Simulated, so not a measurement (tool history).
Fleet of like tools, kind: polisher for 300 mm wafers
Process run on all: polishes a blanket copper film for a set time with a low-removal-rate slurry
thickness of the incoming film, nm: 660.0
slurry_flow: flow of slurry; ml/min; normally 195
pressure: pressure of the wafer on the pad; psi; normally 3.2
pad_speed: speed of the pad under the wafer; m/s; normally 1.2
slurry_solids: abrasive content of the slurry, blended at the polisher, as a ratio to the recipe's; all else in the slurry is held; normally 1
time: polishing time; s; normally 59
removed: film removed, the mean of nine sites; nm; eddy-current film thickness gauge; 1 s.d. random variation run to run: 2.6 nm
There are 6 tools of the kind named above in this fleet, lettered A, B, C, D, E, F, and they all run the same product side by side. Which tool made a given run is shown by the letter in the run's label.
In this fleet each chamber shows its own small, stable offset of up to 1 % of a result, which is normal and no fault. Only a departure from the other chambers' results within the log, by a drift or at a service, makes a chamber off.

{"run": "1D", "hour": 8.0, "slurry_flow": 195, "pressure": 3.2, "pad_speed": 1.2, "slurry_solids": 1, "time": 59, "removed": 183.08}
{"hour": 11.5, "done": "chamber D: worn pad replaced by a new one"}
{"run": "2E", "hour": 18.9, "slurry_flow": 195, "pressure": 3.2, "pad_speed": 1.2, "slurry_solids": 1, "time": 59, "removed": 180.9}
{"hour": 21.6, "done": "chamber A: worn pad replaced by a new one"}
{"run": "3A", "hour": 25.5, "slurry_flow": 195, "pressure": 3.2, "pad_speed": 1.2, "slurry_solids": 1, "time": 59, "removed": 186.4}
{"hour": 31.1, "done": "chamber C: slurry nozzle cleaned"}
{"run": "4B", "hour": 36.6, "slurry_flow": 195, "pressure": 3.2, "pad_speed": 1.2, "slurry_solids": 1, "time": 59, "removed": 190.2}
{"hour": 44.3, "done": "chamber C: worn pad replaced by a new one"}
{"run": "5F", "hour": 49.2, "slurry_flow": 195, "pressure": 3.2, "pad_speed": 1.2, "slurry_solids": 1, "time": 59, "removed": 186.89}
{"hour": 55.7, "done": "chamber D: head pressure recalibrated"}
{"hour": 59.5, "done": "chamber F: worn pad replaced by a new one"}
{"run": "6C", "hour": 59.9, "slurry_flow": 195, "pressure": 3.2, "pad_speed": 1.2, "slurry_solids": 1, "time": 59, "removed": 189.64}
{"hour": 73.0, "done": "chamber B: worn pad replaced by a new one"}
{"run": "7E", "hour": 74.8, "slurry_flow": 195, "pressure": 3.2, "pad_speed": 1.2, "slurry_solids": 1, "time": 59, "removed": 183.06}
{"hour": 84.0, "done": "chamber E: worn pad replaced by a new one"}
{"hour": 84.1, "done": "chamber A: slurry blender recalibrated"}
{"run": "8B", "hour": 85.2, "slurry_flow": 195, "pressure": 3.2, "pad_speed": 1.2, "slurry_solids": 1, "time": 59, "removed": 189.07}
{"hour": 96.8, "done": "chamber D: worn pad replaced by a new one"}
{"run": "9D", "hour": 99.4, "slurry_flow": 195, "pressure": 3.2, "pad_speed": 1.2, "slurry_solids": 1, "time": 59, "removed": 180.51}
{"hour": 109.8, "done": "chamber E: slurry blender recalibrated"}
{"hour": 111.9, "done": "chamber A: worn pad replaced by a new one"}
{"run": "10A", "hour": 112.7, "slurry_flow": 195, "pressure": 3.2, "pad_speed": 1.2, "slurry_solids": 1, "time": 59, "removed": 186.63}
{"hour": 115.9, "done": "chamber B: slurry blender recalibrated"}
{"run": "11F", "hour": 125.6, "slurry_flow": 195, "pressure": 3.2, "pad_speed": 1.2, "slurry_solids": 1, "time": 59, "removed": 183.86}
{"hour": 139.8, "done": "chamber C: worn pad replaced by a new one"}
{"run": "12C", "hour": 140.3, "slurry_flow": 195, "pressure": 3.2, "pad_speed": 1.2, "slurry_solids": 1, "time": 59, "removed": 188.36}
{"hour": 146.2, "done": "chamber B: head pressure recalibrated"}
{"run": "13F", "hour": 151.3, "slurry_flow": 195, "pressure": 3.2, "pad_speed": 1.2, "slurry_solids": 1, "time": 59, "removed": 184.45}
{"run": "14D", "hour": 159.6, "slurry_flow": 195, "pressure": 3.2, "pad_speed": 1.2, "slurry_solids": 1, "time": 59, "removed": 185.28}
{"hour": 162.9, "done": "chamber D: slurry blender recalibrated"}
{"hour": 167.7, "done": "chamber F: worn pad replaced by a new one"}
{"hour": 167.9, "done": "chamber B: worn pad replaced by a new one"}
{"hour": 168.6, "done": "chamber F: slurry nozzle cleaned"}
{"run": "15A", "hour": 173.8, "slurry_flow": 195, "pressure": 3.2, "pad_speed": 1.2, "slurry_solids": 1, "time": 59, "removed": 186.62}
{"run": "16E", "hour": 187.1, "slurry_flow": 195, "pressure": 3.2, "pad_speed": 1.2, "slurry_solids": 1, "time": 40, "removed": 125.55}
{"hour": 193.0, "done": "chamber D: worn pad replaced by a new one"}
{"hour": 197.6, "done": "chamber E: worn pad replaced by a new one"}
{"run": "17B", "hour": 201.8, "slurry_flow": 195, "pressure": 3.2, "pad_speed": 1.2, "slurry_solids": 1, "time": 40, "removed": 129.29}
{"run": "18C", "hour": 214.1, "slurry_flow": 195, "pressure": 3.2, "pad_speed": 1.2, "slurry_solids": 1, "time": 40, "removed": 123.76}
{"hour": 215.6, "done": "chamber A: worn pad replaced by a new one"}
{"hour": 222.7, "done": "chamber F: slurry blender recalibrated"}
{"run": "19A", "hour": 228.1, "slurry_flow": 195, "pressure": 3.2, "pad_speed": 1.2, "slurry_solids": 1, "time": 40, "removed": 124.97}
{"run": "20D", "hour": 241.1, "slurry_flow": 195, "pressure": 3.2, "pad_speed": 1.2, "slurry_solids": 1, "time": 40, "removed": 124.24}
{"hour": 247.0, "done": "chamber C: worn pad replaced by a new one"}
{"hour": 248.3, "done": "chamber F: head pressure recalibrated"}
{"hour": 253.4, "done": "chamber B: slurry blender recalibrated"}
{"run": "21B", "hour": 255.3, "slurry_flow": 195, "pressure": 3.2, "pad_speed": 1.2, "slurry_solids": 1, "time": 40, "removed": 127.58}
{"hour": 262.2, "done": "chamber B: worn pad replaced by a new one"}
{"run": "22E", "hour": 266.2, "slurry_flow": 195, "pressure": 3.2, "pad_speed": 1.2, "slurry_solids": 1, "time": 59, "removed": 183.32}
{"hour": 266.5, "done": "chamber F: worn pad replaced by a new one"}
{"run": "23F", "hour": 272.7, "slurry_flow": 195, "pressure": 3.2, "pad_speed": 1.2, "slurry_solids": 1, "time": 59, "removed": 208.15}
{"run": "24C", "hour": 286.8, "slurry_flow": 195, "pressure": 3.2, "pad_speed": 1.2, "slurry_solids": 1, "time": 59, "removed": 185.88}
{"hour": 291.9, "done": "chamber D: worn pad replaced by a new one"}
{"run": "25B", "hour": 301.3, "slurry_flow": 195, "pressure": 3.2, "pad_speed": 1.2, "slurry_solids": 1, "time": 59, "removed": 186.98}
{"hour": 303.2, "done": "chamber A: slurry blender recalibrated"}
{"hour": 309.1, "done": "chamber E: worn pad replaced by a new one"}
{"hour": 310.1, "done": "chamber A: worn pad replaced by a new one"}
{"run": "26C", "hour": 311.4, "slurry_flow": 195, "pressure": 3.2, "pad_speed": 1.2, "slurry_solids": 1, "time": 59, "removed": 184.17}
{"run": "27E", "hour": 319.8, "slurry_flow": 195, "pressure": 3.8, "pad_speed": 0.96, "slurry_solids": 1, "time": 59, "removed": 175.98}
{"hour": 321.8, "done": "chamber C: head pressure recalibrated"}
{"hour": 330.6, "done": "chamber D: slurry blender recalibrated"}
{"hour": 334.2, "done": "chamber D: slurry nozzle cleaned"}
{"run": "28F", "hour": 334.6, "slurry_flow": 195, "pressure": 3.8, "pad_speed": 0.96, "slurry_solids": 1, "time": 59, "removed": 198.62}
{"hour": 336.9, "done": "chamber E: slurry blender recalibrated"}
{"hour": 342.5, "done": "chamber C: worn pad replaced by a new one"}
{"run": "29D", "hour": 347.3, "slurry_flow": 195, "pressure": 3.8, "pad_speed": 0.96, "slurry_solids": 1, "time": 59, "removed": 175.43}
{"hour": 353.3, "done": "chamber F: worn pad replaced by a new one"}
{"run": "30A", "hour": 356.3, "slurry_flow": 195, "pressure": 3.8, "pad_speed": 0.96, "slurry_solids": 1, "time": 59, "removed": 179.8}
{"run": "31B", "hour": 365.4, "slurry_flow": 195, "pressure": 3.8, "pad_speed": 0.96, "slurry_solids": 1, "time": 59, "removed": 178.27}
{"hour": 368.7, "done": "chamber B: worn pad replaced by a new one"}
{"run": "32C", "hour": 376.3, "slurry_flow": 195, "pressure": 3.8, "pad_speed": 0.96, "slurry_solids": 1, "time": 59, "removed": 176.52}
{"run": "33D", "hour": 390.2, "slurry_flow": 195, "pressure": 3.2, "pad_speed": 1.2, "slurry_solids": 1, "time": 59, "removed": 180.89}
{"hour": 395.7, "done": "chamber A: worn pad replaced by a new one"}
{"hour": 395.7, "done": "chamber B: slurry blender recalibrated"}
{"run": "34E", "hour": 401.1, "slurry_flow": 195, "pressure": 3.2, "pad_speed": 1.2, "slurry_solids": 1, "time": 59, "removed": 182.58}
{"hour": 402.9, "done": "chamber D: worn pad replaced by a new one"}
{"run": "35F", "hour": 411.6, "slurry_flow": 195, "pressure": 3.2, "pad_speed": 1.2, "slurry_solids": 1, "time": 59, "removed": 210.73}
{"hour": 412.3, "done": "chamber E: worn pad replaced by a new one"}
{"hour": 412.7, "done": "chamber C: slurry blender recalibrated"}
{"run": "36A", "hour": 422.4, "slurry_flow": 195, "pressure": 3.2, "pad_speed": 1.2, "slurry_solids": 1, "time": 59, "removed": 188.09}
{"hour": 428.0, "done": "chamber E: head pressure recalibrated"}
{"run": "37B", "hour": 429.0, "slurry_flow": 195, "pressure": 3.2, "pad_speed": 1.2, "slurry_solids": 1, "time": 59, "removed": 186.87}
{"run": "38D", "hour": 438.2, "slurry_flow": 195, "pressure": 3.2, "pad_speed": 1.2, "slurry_solids": 1, "time": 59, "removed": 185.53}
{"hour": 439.6, "done": "chamber F: worn pad replaced by a new one"}
{"hour": 441.0, "done": "chamber C: worn pad replaced by a new one"}
{"hour": 447.2, "done": "chamber A: slurry nozzle cleaned"}
{"run": "39F", "hour": 453.0, "slurry_flow": 195, "pressure": 3.2, "pad_speed": 1.2, "slurry_solids": 1, "time": 59, "removed": 208.89}
{"run": "40E", "hour": 465.7, "slurry_flow": 195, "pressure": 3.2, "pad_speed": 1.2, "slurry_solids": 1, "time": 59, "removed": 184.17}
{"run": "41C", "hour": 478.0, "slurry_flow": 195, "pressure": 3.2, "pad_speed": 1.2, "slurry_solids": 1, "time": 59, "removed": 185.58}
{"hour": 480.0, "done": "chamber A: head pressure recalibrated"}
{"run": "42A", "hour": 488.9, "slurry_flow": 195, "pressure": 3.2, "pad_speed": 1.2, "slurry_solids": 1, "time": 59, "removed": 188.59}
{"run": "43E", "hour": 498.4, "slurry_flow": 195, "pressure": 3.2, "pad_speed": 1.2, "slurry_solids": 1, "time": 59, "removed": 182.83}

Each of the 6 chambers runs these same settings next. Fill in every chamber's results:
{"run": "44A", "hour": 509.1, "slurry_flow": 195, "pressure": 3.2, "pad_speed": 1.2, "slurry_solids": 1, "time": 59, "removed": "?"}
{"run": "44B", "hour": 509.1, "slurry_flow": 195, "pressure": 3.2, "pad_speed": 1.2, "slurry_solids": 1, "time": 59, "removed": "?"}
{"run": "44C", "hour": 509.1, "slurry_flow": 195, "pressure": 3.2, "pad_speed": 1.2, "slurry_solids": 1, "time": 59, "removed": "?"}
{"run": "44D", "hour": 509.1, "slurry_flow": 195, "pressure": 3.2, "pad_speed": 1.2, "slurry_solids": 1, "time": 59, "removed": "?"}
{"run": "44E", "hour": 509.1, "slurry_flow": 195, "pressure": 3.2, "pad_speed": 1.2, "slurry_solids": 1, "time": 59, "removed": "?"}
{"run": "44F", "hour": 509.1, "slurry_flow": 195, "pressure": 3.2, "pad_speed": 1.2, "slurry_solids": 1, "time": 59, "removed": "?"}

run=44A removed=183.58
run=44B removed=185.58
run=44C removed=188.36
run=44D removed=191.65
run=44E removed=185.35
run=44F removed=209.58

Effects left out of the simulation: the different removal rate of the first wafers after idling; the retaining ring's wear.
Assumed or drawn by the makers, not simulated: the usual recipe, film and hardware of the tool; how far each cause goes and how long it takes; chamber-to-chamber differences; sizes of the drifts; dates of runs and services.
